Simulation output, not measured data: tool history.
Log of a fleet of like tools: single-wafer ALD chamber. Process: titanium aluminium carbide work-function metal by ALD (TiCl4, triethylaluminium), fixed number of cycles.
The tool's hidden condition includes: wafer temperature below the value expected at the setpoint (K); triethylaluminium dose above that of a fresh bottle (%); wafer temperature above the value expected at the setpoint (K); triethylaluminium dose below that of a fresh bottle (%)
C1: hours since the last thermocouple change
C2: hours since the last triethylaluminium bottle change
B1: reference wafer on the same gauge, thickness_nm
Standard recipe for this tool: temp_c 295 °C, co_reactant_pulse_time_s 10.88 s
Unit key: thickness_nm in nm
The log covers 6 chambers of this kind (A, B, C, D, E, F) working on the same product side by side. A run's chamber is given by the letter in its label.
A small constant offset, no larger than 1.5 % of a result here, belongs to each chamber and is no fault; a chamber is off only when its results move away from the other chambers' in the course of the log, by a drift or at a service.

Run 1D, hour 12.3: usual settings; C1 1224.2; C2 974.1; B1 2.0705. Result: thickness_nm 1.9801 nm.
At hour 23.5: chamber E: thermocouple changed; heater temperature recalibrated.
Run 2C, hour 23.9: usual settings; C1 356; C2 1516.6; B1 2.0705. Result: thickness_nm 1.9837 nm.
Run 3B, hour 34.2: usual settings; C1 1361; C2 841.4; B1 2.069. Result: thickness_nm 2.0072 nm.
Run 4A, hour 49.5: usual settings; C1 579.4; C2 207; B1 2.0714. Result: thickness_nm 1.9727 nm.
Run 5F, hour 62.2: usual settings; C1 996.1; C2 210.3; B1 2.0692. Result: thickness_nm 1.9757 nm.
Run 6E, hour 77.2: usual settings; C1 53.8; C2 584.6; B1 2.0723. Result: thickness_nm 1.9836 nm.
Run 7C, hour 87.2: usual settings; C1 419.3; C2 1579.9; B1 2.068. Result: thickness_nm 1.9899 nm.
Run 8A, hour 102.7: usual settings; C1 632.6; C2 260.2; B1 2.0711. Result: thickness_nm 1.9548 nm.
Run 9B, hour 117.6: usual settings; C1 1444.4; C2 924.8; B1 2.0681. Result: thickness_nm 2.0117 nm.
Run 10F, hour 129.7: usual settings but temp_c 282 °C; C1 1063.6; C2 277.8; B1 2.0697. Result: thickness_nm 1.8586 nm.
Run 11E, hour 137.4: usual settings but temp_c 282 °C; C1 114; C2 644.8; B1 2.0693. Result: thickness_nm 1.8682 nm.
Run 12D, hour 152.1: usual settings but temp_c 282 °C; C1 1364; C2 1113.9; B1 2.0678. Result: thickness_nm 1.8514 nm.
At hour 157.2: chamber D: triethylaluminium bottle replaced.
Run 13F, hour 166.5: usual settings but temp_c 282 °C; C1 1100.4; C2 314.6; B1 2.0686. Result: thickness_nm 1.8471 nm.
Run 14C, hour 175.1: usual settings but temp_c 282 °C; C1 507.2; C2 1667.8; B1 2.07. Result: thickness_nm 1.8778 nm.
Run 15A, hour 182.5: usual settings but temp_c 282 °C; C1 712.4; C2 340; B1 2.0709. Result: thickness_nm 1.8476 nm.
Run 16E, hour 193: usual settings; C1 169.6; C2 700.4; B1 2.0695. Result: thickness_nm 1.9637 nm.
Run 17D, hour 206.7: usual settings; C1 1418.6; C2 49.6; B1 2.0681. Result: thickness_nm 1.9679 nm.
Run 18B, hour 215.7: usual settings; C1 1542.5; C2 1022.9; B1 2.0681. Result: thickness_nm 2.0039 nm.
At hour 217.1: chamber C: triethylaluminium bottle replaced.
Run 19D, hour 226.1: usual settings; C1 1438; C2 69; B1 2.0713. Result: thickness_nm 1.967 nm.
Run 20A, hour 236.7: usual settings; C1 766.6; C2 394.2; B1 2.0673. Result: thickness_nm 1.9568 nm.
Run 21B, hour 250.8: usual settings; C1 1577.6; C2 1058; B1 2.0698. Result: thickness_nm 1.9929 nm.
Run 22F, hour 259.3: usual settings; C1 1193.2; C2 407.4; B1 2.0712. Result: thickness_nm 1.97 nm.
Run 23C, hour 271.3: usual settings; C1 603.4; C2 54.3; B1 2.0714. Result: thickness_nm 2.0135 nm.
Run 24E, hour 280.2: usual settings; C1 256.8; C2 787.6; B1 2.0699. Result: thickness_nm 1.9735 nm.
Run 25A, hour 290.7: usual settings; C1 820.6; C2 448.2; B1 2.0703. Result: thickness_nm 1.9742 nm.
Run 26C, hour 304.6: usual settings; C1 636.7; C2 87.6; B1 2.0694. Result: thickness_nm 1.9957 nm.
Run 27D, hour 315.8: usual settings; C1 1527.7; C2 158.7; B1 2.0704. Result: thickness_nm 1.9693 nm.
Run 28B, hour 330.1: usual settings; C1 1656.9; C2 1137.3; B1 2.067. Result: thickness_nm 1.9929 nm.
Run 29F, hour 345.6: usual settings but co_reactant_pulse_time_s 8.52 s; C1 1279.5; C2 493.7; B1 2.0702. Result: thickness_nm 1.9014 nm.
Run 30E, hour 355.5: usual settings but co_reactant_pulse_time_s 8.52 s; C1 332.1; C2 862.9; B1 2.0698. Result: thickness_nm 1.9168 nm.
Run 31F, hour 370: usual settings but co_reactant_pulse_time_s 8.52 s; C1 1303.9; C2 518.1; B1 2.0692. Result: thickness_nm 1.9095 nm.
Run 32E, hour 379.9: usual settings but co_reactant_pulse_time_s 8.52 s; C1 356.5; C2 887.3; B1 2.0687. Result: thickness_nm 1.9029 nm.
Run 33D, hour 390.3: usual settings but co_reactant_pulse_time_s 8.52 s; C1 1602.2; C2 233.2; B1 2.0699. Result: thickness_nm 1.9166 nm.
Run 34B, hour 403.2: usual settings but co_reactant_pulse_time_s 8.52 s; C1 1730; C2 1210.4; B1 2.0692. Result: thickness_nm 1.9245 nm.
Run 35A, hour 410.8: usual settings but temp_c 300 °C, co_reactant_pulse_time_s 7.52 s; C1 940.7; C2 568.3; B1 2.0695. Result: thickness_nm 1.9079 nm.
Run 36C, hour 423: usual settings but temp_c 300 °C, co_reactant_pulse_time_s 7.52 s; C1 755.1; C2 206; B1 2.0695. Result: thickness_nm 1.9227 nm.
Run 37E, hour 435.6: usual settings but temp_c 300 °C, co_reactant_pulse_time_s 7.52 s; C1 412.2; C2 943; B1 2.0696. Result: thickness_nm 1.9221 nm.
Run 38B, hour 445.9: usual settings but temp_c 300 °C, co_reactant_pulse_time_s 7.52 s; C1 1772.7; C2 1253.1; B1 2.0681. Result: thickness_nm 1.9272 nm.
Run 39C, hour 457.4: usual settings but temp_c 300 °C, co_reactant_pulse_time_s 7.52 s; C1 789.5; C2 240.4; B1 2.07. Result: thickness_nm 1.9261 nm.

One chamber off, gauge drift, or nothing amiss beyond the chambers' own small offsets? If it is a chamber, which one, and what is the likeliest cause?

All chambers stay in line apart from their small fixed offsets, and the gauge does not drift.
